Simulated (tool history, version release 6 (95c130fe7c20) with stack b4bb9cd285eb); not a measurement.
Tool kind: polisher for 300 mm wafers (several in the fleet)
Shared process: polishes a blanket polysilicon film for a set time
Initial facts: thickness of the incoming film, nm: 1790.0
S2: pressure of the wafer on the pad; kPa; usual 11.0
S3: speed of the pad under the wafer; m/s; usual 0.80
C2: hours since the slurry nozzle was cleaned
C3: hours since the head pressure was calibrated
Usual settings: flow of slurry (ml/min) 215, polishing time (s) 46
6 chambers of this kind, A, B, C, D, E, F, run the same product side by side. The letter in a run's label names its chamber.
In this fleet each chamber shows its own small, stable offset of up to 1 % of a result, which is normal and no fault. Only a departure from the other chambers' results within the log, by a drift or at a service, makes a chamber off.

run 1E hour=6.2 | flow_of_slurry_(ml/min)=215 S2=11.0 S3=0.80 polishing_time_(s)=46 | wafers_polished_on_this_pad=621 C2=361.0 C3=370.0 | film_removed_(nm)=193.330
run 2D hour=9.4 | flow_of_slurry_(ml/min)=215 S2=11.0 S3=0.80 polishing_time_(s)=46 | wafers_polished_on_this_pad=455 C2=614.2 C3=426.7 | film_removed_(nm)=186.030
run 3F hour=13.3 | flow_of_slurry_(ml/min)=215 S2=11.0 S3=0.80 polishing_time_(s)=46 | wafers_polished_on_this_pad=262 C2=528.2 C3=29.1 | film_removed_(nm)=186.930
-- hour=18.8 chamber C: slurry nozzle cleaned
run 4B hour=19.7 | flow_of_slurry_(ml/min)=215 S2=11.0 S3=0.80 polishing_time_(s)=46 | wafers_polished_on_this_pad=773 C2=177.8 C3=651.8 | film_removed_(nm)=187.980
run 5A hour=23.6 | flow_of_slurry_(ml/min)=215 S2=11.0 S3=0.80 polishing_time_(s)=46 | wafers_polished_on_this_pad=976 C2=61.1 C3=257.2 | film_removed_(nm)=192.680
-- hour=24.8 chamber B: head pressure recalibrated
-- hour=27.0 chamber B: worn pad replaced by a new one
run 6C hour=28.8 | flow_of_slurry_(ml/min)=215 S2=11.0 S3=0.80 polishing_time_(s)=46 | wafers_polished_on_this_pad=671 C2=10.0 C3=292.9 | film_removed_(nm)=189.470
-- hour=32.8 chamber C: worn pad replaced by a new one
run 7A hour=33.8 | flow_of_slurry_(ml/min)=215 S2=11.0 S3=0.92 polishing_time_(s)=61 | wafers_polished_on_this_pad=1039 C2=71.3 C3=267.4 | film_removed_(nm)=289.150
-- hour=36.3 chamber D: worn pad replaced by a new one
run 8F hour=39.2 | flow_of_slurry_(ml/min)=215 S2=11.0 S3=0.92 polishing_time_(s)=61 | wafers_polished_on_this_pad=421 C2=554.1 C3=55.0 | film_removed_(nm)=284.180
run 9E hour=45.4 | flow_of_slurry_(ml/min)=215 S2=11.0 S3=0.92 polishing_time_(s)=61 | wafers_polished_on_this_pad=862 C2=400.2 C3=409.2 | film_removed_(nm)=290.980
-- hour=48.6 chamber A: worn pad replaced by a new one
run 10D hour=48.8 | flow_of_slurry_(ml/min)=215 S2=11.0 S3=0.92 polishing_time_(s)=61 | wafers_polished_on_this_pad=76 C2=653.6 C3=466.1 | film_removed_(nm)=286.140
run 11C hour=54.0 | flow_of_slurry_(ml/min)=215 S2=11.0 S3=0.92 polishing_time_(s)=61 | wafers_polished_on_this_pad=130 C2=35.2 C3=318.1 | film_removed_(nm)=283.420
run 12B hour=58.6 | flow_of_slurry_(ml/min)=215 S2=11.0 S3=0.92 polishing_time_(s)=61 | wafers_polished_on_this_pad=194 C2=216.7 C3=33.9 | film_removed_(nm)=281.440
run 13A hour=65.0 | flow_of_slurry_(ml/min)=215 S2=11.0 S3=0.80 polishing_time_(s)=46 | wafers_polished_on_this_pad=100 C2=102.5 C3=298.6 | film_removed_(nm)=190.590
run 14F hour=69.3 | flow_of_slurry_(ml/min)=215 S2=11.0 S3=0.80 polishing_time_(s)=46 | wafers_polished_on_this_pad=606 C2=584.2 C3=85.1 | film_removed_(nm)=190.360
run 15C hour=73.3 | flow_of_slurry_(ml/min)=215 S2=11.0 S3=0.80 polishing_time_(s)=46 | wafers_polished_on_this_pad=248 C2=54.5 C3=337.4 | film_removed_(nm)=191.690
run 16E hour=78.1 | flow_of_slurry_(ml/min)=215 S2=11.0 S3=0.80 polishing_time_(s)=46 | wafers_polished_on_this_pad=1062 C2=432.9 C3=441.9 | film_removed_(nm)=187.210
run 17B hour=82.7 | flow_of_slurry_(ml/min)=215 S2=11.0 S3=0.80 polishing_time_(s)=46 | wafers_polished_on_this_pad=342 C2=240.8 C3=58.0 | film_removed_(nm)=186.380
-- hour=83.2 chamber D: head pressure recalibrated
run 18D hour=88.7 | flow_of_slurry_(ml/min)=215 S2=11.0 S3=0.80 polishing_time_(s)=46 | wafers_polished_on_this_pad=321 C2=693.5 C3=5.5 | film_removed_(nm)=183.660
run 19B hour=92.6 | flow_of_slurry_(ml/min)=215 S2=11.0 S3=0.80 polishing_time_(s)=46 | wafers_polished_on_this_pad=402 C2=250.7 C3=67.9 | film_removed_(nm)=190.040
run 20D hour=95.7 | flow_of_slurry_(ml/min)=215 S2=6.9 S3=0.80 polishing_time_(s)=36 | wafers_polished_on_this_pad=364 C2=700.5 C3=12.5 | film_removed_(nm)=91.789
run 21A hour=101.6 | flow_of_slurry_(ml/min)=215 S2=6.9 S3=0.80 polishing_time_(s)=36 | wafers_polished_on_this_pad=325 C2=139.1 C3=335.2 | film_removed_(nm)=93.887
run 22F hour=104.8 | flow_of_slurry_(ml/min)=215 S2=6.9 S3=0.80 polishing_time_(s)=36 | wafers_polished_on_this_pad=823 C2=619.7 C3=120.6 | film_removed_(nm)=93.989
run 23C hour=108.1 | flow_of_slurry_(ml/min)=215 S2=6.9 S3=0.80 polishing_time_(s)=36 | wafers_polished_on_this_pad=462 C2=89.3 C3=372.2 | film_removed_(nm)=89.986
run 24E hour=114.0 | flow_of_slurry_(ml/min)=215 S2=6.9 S3=0.80 polishing_time_(s)=36 | wafers_polished_on_this_pad=1282 C2=468.8 C3=477.8 | film_removed_(nm)=87.064
run 25F hour=117.7 | flow_of_slurry_(ml/min)=215 S2=6.9 S3=0.80 polishing_time_(s)=36 | wafers_polished_on_this_pad=902 C2=632.6 C3=133.5 | film_removed_(nm)=92.907
run 26A hour=123.4 | flow_of_slurry_(ml/min)=215 S2=11.0 S3=0.80 polishing_time_(s)=46 | wafers_polished_on_this_pad=458 C2=160.9 C3=357.0 | film_removed_(nm)=185.960
run 27B hour=127.5 | flow_of_slurry_(ml/min)=215 S2=11.0 S3=0.96 polishing_time_(s)=54 | wafers_polished_on_this_pad=616 C2=285.6 C3=102.8 | film_removed_(nm)=267.810
run 28D hour=131.5 | flow_of_slurry_(ml/min)=215 S2=11.0 S3=0.96 polishing_time_(s)=54 | wafers_polished_on_this_pad=583 C2=736.3 C3=48.3 | film_removed_(nm)=265.920
-- hour=133.1 chamber D: worn pad replaced by a new one
-- hour=134.0 chamber B: worn pad replaced by a new one
run 29C hour=137.8 | flow_of_slurry_(ml/min)=215 S2=11.0 S3=0.96 polishing_time_(s)=54 | wafers_polished_on_this_pad=644 C2=119.0 C3=401.9 | film_removed_(nm)=265.040
run 30E hour=141.2 | flow_of_slurry_(ml/min)=215 S2=11.0 S3=0.96 polishing_time_(s)=54 | wafers_polished_on_this_pad=1449 C2=496.0 C3=505.0 | film_removed_(nm)=257.410
run 31C hour=144.8 | flow_of_slurry_(ml/min)=215 S2=11.0 S3=0.96 polishing_time_(s)=54 | wafers_polished_on_this_pad=687 C2=126.0 C3=408.9 | film_removed_(nm)=261.680
run 32E hour=148.2 | flow_of_slurry_(ml/min)=215 S2=11.0 S3=0.96 polishing_time_(s)=54 | wafers_polished_on_this_pad=1492 C2=503.0 C3=512.0 | film_removed_(nm)=248.320
-- hour=149.7 chamber F: worn pad replaced by a new one
run 33D hour=154.0 | flow_of_slurry_(ml/min)=215 S2=11.0 S3=0.80 polishing_time_(s)=46 | wafers_polished_on_this_pad=128 C2=758.8 C3=70.8 | film_removed_(nm)=186.220
run 34B hour=158.5 | flow_of_slurry_(ml/min)=215 S2=11.0 S3=0.80 polishing_time_(s)=46 | wafers_polished_on_this_pad=150 C2=316.6 C3=133.8 | film_removed_(nm)=187.400
run 35F hour=162.4 | flow_of_slurry_(ml/min)=215 S2=11.0 S3=0.80 polishing_time_(s)=46 | wafers_polished_on_this_pad=78 C2=677.3 C3=178.2 | film_removed_(nm)=187.720
run 36A hour=166.2 | flow_of_slurry_(ml/min)=215 S2=11.0 S3=0.80 polishing_time_(s)=46 | wafers_polished_on_this_pad=721 C2=203.7 C3=399.8 | film_removed_(nm)=196.150
-- hour=167.9 chamber D: slurry nozzle cleaned
run 37D hour=172.3 | flow_of_slurry_(ml/min)=215 S2=11.0 S3=0.80 polishing_time_(s)=46 | wafers_polished_on_this_pad=240 C2=4.4 C3=89.1 | film_removed_(nm)=192.300

Is one chamber off against the others, does the gauge drift, or is nothing wrong? If a chamber is off, say which, and what the likeliest cause is.

Little by little, chamber E moves away from the other chambers.
Cause: removal rate lost through wear of the pad, % = 8.33.
The log may not tell that from: slurry flow missing at the pad, %; head's pressure below its setpoint, %.

Which of the 4 candidates below, each the usual settings with something changed and its results left as question marks, puts chamber E back in line with what the other chambers give on the usual settings?
In-line tolerance around the mean of the other chambers on the usual settings: film removed (nm) 8.700
run 38E-1 hour=176.9 | flow_of_slurry_(ml/min)=210 S2=11.0 S3=0.80 polishing_time_(s)=40 | film_removed_(nm)=?
run 38E-2 hour=176.9 | flow_of_slurry_(ml/min)=215 S2=11.7 S3=0.80 polishing_time_(s)=50 | film_removed_(nm)=?
run 38E-3 hour=176.9 | flow_of_slurry_(ml/min)=215 S2=10.3 S3=0.80 polishing_time_(s)=46 | film_removed_(nm)=?
run 38E-4 hour=176.9 | flow_of_slurry_(ml/min)=215 S2=11.7 S3=0.80 polishing_time_(s)=47 | film_removed_(nm)=?

What the other chambers average on the usual settings: film removed (nm) 189.440
run=38E-1 film_removed_(nm)=155.320
run=38E-2 film_removed_(nm)=207.040
run=38E-3 film_removed_(nm)=167.800
run=38E-4 film_removed_(nm)=194.620
38E-4 brings the chamber back in line.
